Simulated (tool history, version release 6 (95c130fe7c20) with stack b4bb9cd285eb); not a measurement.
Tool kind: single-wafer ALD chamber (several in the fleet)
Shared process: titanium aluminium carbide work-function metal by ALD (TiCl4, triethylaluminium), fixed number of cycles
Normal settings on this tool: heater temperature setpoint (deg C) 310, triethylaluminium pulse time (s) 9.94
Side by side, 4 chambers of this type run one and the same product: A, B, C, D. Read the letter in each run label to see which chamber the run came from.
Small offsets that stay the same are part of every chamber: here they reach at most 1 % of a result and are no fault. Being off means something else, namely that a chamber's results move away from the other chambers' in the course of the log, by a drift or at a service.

run	hour	heater temperature setpoint (deg C)	triethylaluminium pulse time (s)	read-back reference wafer on the same gauge, thickness_nm	mean film thickness on the monitor wafer (angstrom)
1B	7.9	310	9.94	1.7778	20.944
2D	15.9	310	9.94	1.7773	20.9
3C	25.8	310	9.94	1.7813	21.042
4A	34.6	310	9.94	1.7821	20.727
5A	41.2	310	9.94	1.7809	20.62
6B	50.1	310	9.94	1.7785	20.986
7D	61.1	310	9.94	1.7803	20.833
8C	69.2	310	9.94	1.7798	21.284
9B	78.1	310	9.94	1.7785	20.814
10A	88.4	310	9.94	1.7801	20.628
11C	96.9	298	12.26	1.78	20.236
12D	105.9	298	12.26	1.7786	20.267
13C	113	298	12.26	1.778	20.494
14D	123.3	298	12.26	1.7792	20.217
15A	130.1	310	9.94	1.7798	20.782
16B	137.4	310	9.94	1.7806	20.547
17A	145.8	310	9.94	1.7793	20.764
18C	152.5	310	9.94	1.7805	21.132
19B	159.9	310	9.94	1.7793	20.575
20D	165.6	310	9.94	1.7792	20.857
21D	171.9	310	9.94	1.779	20.731
22C	180.6	310	9.94	1.7811	21.098
23A	190.1	310	9.94	1.7814	20.752
24B	196.4	322	9.94	1.7799	21.597
# hour 202.6: chamber C: thermocouple changed; heater temperature recalibrated
25B	202.7	322	9.94	1.7806	21.376
26A	212.8	322	9.94	1.7785	21.871
27D	219.1	322	9.94	1.7786	22.02
28C	224.2	310	9.94	1.7801	21.152
# hour 224.6: chamber C: triethylaluminium bottle replaced
29B	232.8	310	9.94	1.7815	20.466
30A	241.6	310	9.94	1.7802	20.691
31D	248.1	310	9.94	1.7781	20.78
32C	257	310	9.94	1.7784	21.113
33D	264	310	9.94	1.7796	20.871
34A	274.9	310	9.94	1.7788	20.733
35B	284.7	310	9.94	1.782	20.049
36C	290	310	9.94	1.7804	20.912

Each of the 4 chambers runs these same settings next. Fill in every chamber's results:
37A	298.3	310	6.31		?
37B	298.3	310	6.31		?
37C	298.3	310	6.31		?
37D	298.3	310	6.31		?

run	mean film thickness on the monitor wafer (angstrom)
37A	19.084
37B	17.13
37C	19.396
37D	19.235
